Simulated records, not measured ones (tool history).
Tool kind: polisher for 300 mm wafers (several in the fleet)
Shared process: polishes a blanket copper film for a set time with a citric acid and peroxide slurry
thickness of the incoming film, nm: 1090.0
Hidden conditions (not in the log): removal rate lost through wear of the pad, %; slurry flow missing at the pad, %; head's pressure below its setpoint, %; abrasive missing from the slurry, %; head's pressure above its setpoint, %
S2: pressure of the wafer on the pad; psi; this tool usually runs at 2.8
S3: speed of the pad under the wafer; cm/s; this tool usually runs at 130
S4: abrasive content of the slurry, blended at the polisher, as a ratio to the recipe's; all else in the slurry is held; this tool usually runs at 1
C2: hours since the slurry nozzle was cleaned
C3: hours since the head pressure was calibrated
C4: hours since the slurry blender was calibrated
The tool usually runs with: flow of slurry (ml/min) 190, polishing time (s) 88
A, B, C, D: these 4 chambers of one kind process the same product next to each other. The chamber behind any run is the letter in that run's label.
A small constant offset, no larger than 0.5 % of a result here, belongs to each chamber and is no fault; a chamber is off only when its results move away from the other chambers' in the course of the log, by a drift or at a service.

{"run": "1A", "day": 0.275, "flow of slurry (ml/min)": 190, "S2": 2.8, "S3": 130, "S4": 1, "polishing time (s)": 88, "wafers polished on this pad": 146, "C2": 598.2, "C3": 425, "C4": 249.7, "film removed (angstrom)": 2865.9}
{"run": "2C", "day": 0.462, "flow of slurry (ml/min)": 190, "S2": 2.8, "S3": 130, "S4": 1, "polishing time (s)": 88, "wafers polished on this pad": 1319, "C2": 47.3, "C3": 884, "C4": 190.2, "film removed (angstrom)": 2846.1}
{"day": 0.488, "done": "chamber C: worn pad replaced by a new one"}
{"day": 0.542, "done": "chamber B: worn pad replaced by a new one"}
{"run": "3D", "day": 0.692, "flow of slurry (ml/min)": 190, "S2": 2.8, "S3": 130, "S4": 1, "polishing time (s)": 88, "wafers polished on this pad": 748, "C2": 199.4, "C3": 336.1, "C4": 228.8, "film removed (angstrom)": 2875.3}
{"run": "4B", "day": 0.858, "flow of slurry (ml/min)": 190, "S2": 2.8, "S3": 130, "S4": 1, "polishing time (s)": 88, "wafers polished on this pad": 98, "C2": 712.7, "C3": 312.4, "C4": 111.7, "film removed (angstrom)": 2826.1}
{"run": "5D", "day": 1.033, "flow of slurry (ml/min)": 190, "S2": 2.8, "S3": 130, "S4": 1, "polishing time (s)": 88, "wafers polished on this pad": 854, "C2": 207.6, "C3": 344.3, "C4": 237, "film removed (angstrom)": 2790.6}
{"run": "6C", "day": 1.192, "flow of slurry (ml/min)": 190, "S2": 2.8, "S3": 130, "S4": 1, "polishing time (s)": 88, "wafers polished on this pad": 218, "C2": 64.8, "C3": 901.5, "C4": 207.7, "film removed (angstrom)": 2898.2}
{"day": 1.25, "done": "chamber A: slurry blender recalibrated"}
{"day": 1.262, "done": "chamber B: slurry blender recalibrated"}
{"run": "7B", "day": 1.346, "flow of slurry (ml/min)": 190, "S2": 2.8, "S3": 130, "S4": 1, "polishing time (s)": 88, "wafers polished on this pad": 248, "C2": 724.4, "C3": 324.1, "C4": 2.1, "film removed (angstrom)": 2819.4}
{"day": 1.383, "done": "chamber D: worn pad replaced by a new one"}
{"day": 1.383, "done": "chamber D: slurry blender recalibrated"}
{"run": "8A", "day": 1.496, "flow of slurry (ml/min)": 190, "S2": 2.8, "S3": 130, "S4": 1, "polishing time (s)": 88, "wafers polished on this pad": 523, "C2": 627.5, "C3": 454.3, "C4": 6, "film removed (angstrom)": 2792.7}
{"run": "9A", "day": 1.696, "flow of slurry (ml/min)": 245, "S2": 2.8, "S3": 130, "S4": 1, "polishing time (s)": 111, "wafers polished on this pad": 584, "C2": 632.3, "C3": 459.1, "C4": 10.8, "film removed (angstrom)": 3685.4}
{"run": "10D", "day": 1.954, "flow of slurry (ml/min)": 245, "S2": 2.8, "S3": 130, "S4": 1, "polishing time (s)": 111, "wafers polished on this pad": 176, "C2": 229.7, "C3": 366.4, "C4": 13.8, "film removed (angstrom)": 3708.4}
{"run": "11B", "day": 2.1, "flow of slurry (ml/min)": 245, "S2": 2.8, "S3": 130, "S4": 1, "polishing time (s)": 111, "wafers polished on this pad": 481, "C2": 742.5, "C3": 342.2, "C4": 20.2, "film removed (angstrom)": 3693.1}
{"run": "12C", "day": 2.304, "flow of slurry (ml/min)": 245, "S2": 2.8, "S3": 130, "S4": 1, "polishing time (s)": 111, "wafers polished on this pad": 562, "C2": 91.5, "C3": 928.2, "C4": 234.4, "film removed (angstrom)": 3731.4}
{"run": "13A", "day": 2.588, "flow of slurry (ml/min)": 190, "S2": 2.8, "S3": 130, "S4": 1, "polishing time (s)": 88, "wafers polished on this pad": 860, "C2": 653.7, "C3": 480.5, "C4": 32.2, "film removed (angstrom)": 2843.8}
{"run": "14C", "day": 2.804, "flow of slurry (ml/min)": 190, "S2": 2.8, "S3": 130, "S4": 1, "polishing time (s)": 88, "wafers polished on this pad": 716, "C2": 103.5, "C3": 940.2, "C4": 246.4, "film removed (angstrom)": 2832.7}
{"day": 2.888, "done": "chamber A: head pressure recalibrated"}
{"run": "15D", "day": 2.958, "flow of slurry (ml/min)": 190, "S2": 2.8, "S3": 130, "S4": 1, "polishing time (s)": 88, "wafers polished on this pad": 486, "C2": 253.8, "C3": 390.5, "C4": 37.9, "film removed (angstrom)": 2777.8}
{"run": "16B", "day": 3.167, "flow of slurry (ml/min)": 190, "S2": 2.8, "S3": 130, "S4": 1, "polishing time (s)": 88, "wafers polished on this pad": 811, "C2": 768.1, "C3": 367.8, "C4": 45.8, "film removed (angstrom)": 2848.5}
{"run": "17D", "day": 3.354, "flow of slurry (ml/min)": 190, "S2": 2.8, "S3": 130, "S4": 1, "polishing time (s)": 88, "wafers polished on this pad": 609, "C2": 263.3, "C3": 400, "C4": 47.4, "film removed (angstrom)": 2825.9}
{"day": 3.446, "done": "chamber C: slurry blender recalibrated"}
{"day": 3.538, "done": "chamber B: worn pad replaced by a new one"}
{"run": "18B", "day": 3.571, "flow of slurry (ml/min)": 190, "S2": 2.8, "S3": 130, "S4": 1, "polishing time (s)": 88, "wafers polished on this pad": 10, "C2": 777.8, "C3": 377.5, "C4": 55.5, "film removed (angstrom)": 2851.3}
{"run": "19A", "day": 3.712, "flow of slurry (ml/min)": 190, "S2": 2.8, "S3": 130, "S4": 1, "polishing time (s)": 88, "wafers polished on this pad": 1207, "C2": 680.7, "C3": 19.8, "C4": 59.2, "film removed (angstrom)": 2565.5}
{"run": "20C", "day": 3.967, "flow of slurry (ml/min)": 190, "S2": 2.8, "S3": 130, "S4": 1, "polishing time (s)": 88, "wafers polished on this pad": 1075, "C2": 131.4, "C3": 968.1, "C4": 12.6, "film removed (angstrom)": 2826.9}
{"day": 4.008, "done": "chamber A: worn pad replaced by a new one"}
{"run": "21D", "day": 4.262, "flow of slurry (ml/min)": 190, "S2": 2.8, "S3": 130, "S4": 1, "polishing time (s)": 88, "wafers polished on this pad": 889, "C2": 285.1, "C3": 421.8, "C4": 69.2, "film removed (angstrom)": 2856.7}
{"day": 4.512, "done": "chamber D: worn pad replaced by a new one"}
{"day": 4.517, "done": "chamber C: worn pad replaced by a new one"}
{"run": "22C", "day": 4.525, "flow of slurry (ml/min)": 190, "S2": 1.9, "S3": 130, "S4": 1.15, "polishing time (s)": 88, "wafers polished on this pad": 2, "C2": 144.8, "C3": 981.5, "C4": 26, "film removed (angstrom)": 2006.1}
{"run": "23A", "day": 4.712, "flow of slurry (ml/min)": 190, "S2": 1.9, "S3": 130, "S4": 1.15, "polishing time (s)": 88, "wafers polished on this pad": 217, "C2": 704.7, "C3": 43.8, "C4": 83.2, "film removed (angstrom)": 1823.9}
{"run": "24B", "day": 4.888, "flow of slurry (ml/min)": 190, "S2": 1.9, "S3": 130, "S4": 1.15, "polishing time (s)": 88, "wafers polished on this pad": 417, "C2": 809.4, "C3": 409.1, "C4": 87.1, "film removed (angstrom)": 2024.5}
{"run": "25D", "day": 5.188, "flow of slurry (ml/min)": 190, "S2": 1.9, "S3": 130, "S4": 1.15, "polishing time (s)": 88, "wafers polished on this pad": 208, "C2": 307.3, "C3": 444, "C4": 91.4, "film removed (angstrom)": 2005.9}
{"run": "26A", "day": 5.329, "flow of slurry (ml/min)": 190, "S2": 2.8, "S3": 130, "S4": 1, "polishing time (s)": 88, "wafers polished on this pad": 408, "C2": 719.5, "C3": 58.6, "C4": 98, "film removed (angstrom)": 2612.1}
{"day": 5.462, "done": "chamber B: slurry nozzle cleaned"}
{"run": "27B", "day": 5.571, "flow of slurry (ml/min)": 190, "S2": 2.8, "S3": 130, "S4": 1, "polishing time (s)": 88, "wafers polished on this pad": 628, "C2": 2.7, "C3": 425.5, "C4": 103.5, "film removed (angstrom)": 2893.1}
{"run": "28C", "day": 5.704, "flow of slurry (ml/min)": 190, "S2": 2.8, "S3": 130, "S4": 1, "polishing time (s)": 88, "wafers polished on this pad": 366, "C2": 173.1, "C3": 1009.8, "C4": 54.3, "film removed (angstrom)": 2881.7}
{"run": "29B", "day": 5.842, "flow of slurry (ml/min)": 190, "S2": 2.8, "S3": 130, "S4": 1, "polishing time (s)": 88, "wafers polished on this pad": 711, "C2": 9.2, "C3": 432, "C4": 110, "film removed (angstrom)": 2864.5}
{"run": "30C", "day": 6.054, "flow of slurry (ml/min)": 190, "S2": 2.8, "S3": 130, "S4": 1, "polishing time (s)": 88, "wafers polished on this pad": 475, "C2": 181.5, "C3": 1018.2, "C4": 62.7, "film removed (angstrom)": 2816.9}

Each of the 4 chambers runs these same settings next. Fill in every chamber's results:
{"run": "31A", "day": 6.275, "flow of slurry (ml/min)": 190, "S2": 2.8, "S3": 130, "S4": 1, "polishing time (s)": 88, "film removed (angstrom)": "?"}
{"run": "31B", "day": 6.275, "flow of slurry (ml/min)": 190, "S2": 2.8, "S3": 130, "S4": 1, "polishing time (s)": 88, "film removed (angstrom)": "?"}
{"run": "31C", "day": 6.275, "flow of slurry (ml/min)": 190, "S2": 2.8, "S3": 130, "S4": 1, "polishing time (s)": 88, "film removed (angstrom)": "?"}
{"run": "31D", "day": 6.275, "flow of slurry (ml/min)": 190, "S2": 2.8, "S3": 130, "S4": 1, "polishing time (s)": 88, "film removed (angstrom)": "?"}

run=31A film_removed_(angstrom)=2550.6
run=31B film_removed_(angstrom)=2858.1
run=31C film_removed_(angstrom)=2880.3
run=31D film_removed_(angstrom)=2842.8
